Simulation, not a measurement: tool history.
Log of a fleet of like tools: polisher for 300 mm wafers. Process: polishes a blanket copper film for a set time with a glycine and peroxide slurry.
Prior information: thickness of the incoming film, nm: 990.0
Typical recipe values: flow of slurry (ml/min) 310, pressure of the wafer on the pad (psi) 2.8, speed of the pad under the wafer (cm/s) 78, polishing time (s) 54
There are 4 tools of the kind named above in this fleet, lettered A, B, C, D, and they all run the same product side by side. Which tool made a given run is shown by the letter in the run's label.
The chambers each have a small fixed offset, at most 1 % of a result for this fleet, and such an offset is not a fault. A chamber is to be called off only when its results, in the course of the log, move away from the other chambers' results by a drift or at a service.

run  hour  flow of slurry (ml/min)  pressure of the wafer on the pad (psi)  speed of the pad under the wafer (cm/s)  polishing time (s)  wafers polished on this pad  hours since the slurry nozzle was cleaned  hours since the head pressure was calibrated  film removed (angstrom)
 1B   2.5                      310                                     2.8                                       78                  54                          861                                      713.1                                         887.4                   2242.7
 2D   4.8                      310                                     2.8                                       78                  54                          549                                      568.3                                         101.7                   2203.0
 3C   7.4                      310                                     2.8                                       78                  54                          825                                      667.4                                         501.7                   2244.3
 4A   9.3                      310                                     2.8                                       78                  54                          236                                      284.0                                         231.0                   2264.7
     10.4  -- chamber D: worn pad replaced by a new one
 5B  13.5                      310                                     2.8                                       90                  54                         1041                                      724.1                                         898.4                   2559.5
 6A  16.1                      310                                     2.8                                       90                  54                          347                                      290.8                                         237.8                   2542.0
 7C  18.3                      310                                     2.8                                       90                  54                         1004                                      678.3                                         512.6                   2482.8
 8D  20.7                      310                                     2.8                                       90                  54                          168                                      584.2                                         117.6                   2541.3
     23.1  -- chamber B: worn pad replaced by a new one
 9A  24.1                      310                                     2.8                                       78                  54                          479                                      298.8                                         245.8                   2294.3
     26.7  -- chamber C: worn pad replaced by a new one
10C  27.2                      310                                     2.8                                       78                  65                            9                                      687.2                                         521.5                   2717.9
11D  30.5                      310                                     2.8                                       78                  65                          329                                      594.0                                         127.4                   2748.4
12B  32.8                      310                                     2.8                                       78                  65                          160                                      743.4                                         917.7                   2668.2
13D  35.9                      310                                     2.8                                       78                  65                          417                                      599.4                                         132.8                   2689.8
14B  39.7                      310                                     2.8                                       78                  54                          273                                      750.3                                         924.6                   2261.6
15A  41.6                      310                                     2.8                                       78                  54                          765                                      316.3                                         263.3                   2275.8
16C  45.2                      310                                     2.8                                       78                  54                          304                                      705.2                                         539.5                   2234.2
     46.4  -- chamber D: worn pad replaced by a new one
17A  49.2                      310                                     2.8                                       78                  54                          890                                      323.9                                         270.9                   2224.3
18B  52.3                      310                                     2.8                                       78                  54                          480                                      762.9                                         937.2                   2266.8
19C  55.5                      350                                     2.8                                       78                  54                          473                                      715.5                                         549.8                   2287.9
20D  57.7                      350                                     2.8                                       78                  54                          185                                      621.2                                         154.6                   2258.9
21A  60.4                      350                                     2.8                                       78                  54                         1074                                      335.1                                         282.1                   2272.6
22C  63.7                      350                                     2.8                                       78                  54                          607                                      723.7                                         558.0                   2224.8
23B  65.6                      310                                     2.8                                       78                  54                          698                                      776.2                                         950.5                   2241.4
24D  69.6                      310                                     2.8                                       78                  54                          380                                      633.1                                         166.5                   2216.0
     70.0  -- chamber C: slurry nozzle cleaned
25C  72.3                      310                                     2.8                                       78                  54                          748                                        2.3                                         566.6                   2255.8
26A  75.3                      310                                     2.8                                       78                  54                         1318                                      350.0                                         297.0                   2276.4
     77.3  -- chamber D: worn pad replaced by a new one
27D  77.6                      310                                     2.8                                       78                  54                            5                                      641.1                                         174.5                   2225.2
28B  81.1                      245                                     2.8                                       78                  54                          952                                      791.7                                         966.0                   2201.8
     83.4  -- chamber B: worn pad replaced by a new one
29B  84.4                      245                                     2.8                                       78                  54                           16                                      795.0                                         969.3                   2217.4
30C  86.5                      245                                     2.8                                       78                  54                          981                                       16.5                                         580.8                   2194.2
     87.3  -- chamber A: worn pad replaced by a new one
31D  89.9                      245                                     2.8                                       78                  54                          206                                      653.4                                         186.8                   2182.5
32A  92.2                      310                                     2.8                                       78                  54                           81                                      366.9                                         313.9                   2281.6

Next, every chamber runs the same settings. What will each give?
33A  95.3                      310                                     2.8                                       78                  54                                                                                                                                              ?
33B  95.3                      310                                     2.8                                       78                  54                                                                                                                                              ?
33C  95.3                      310                                     2.8                                       78                  54                                                                                                                                              ?
33D  95.3                      310                                     2.8                                       78                  54                                                                                                                                              ?

run  film removed (angstrom)
33A                   2254.4
33B                   2242.4
33C                   2255.0
33D                   2226.4
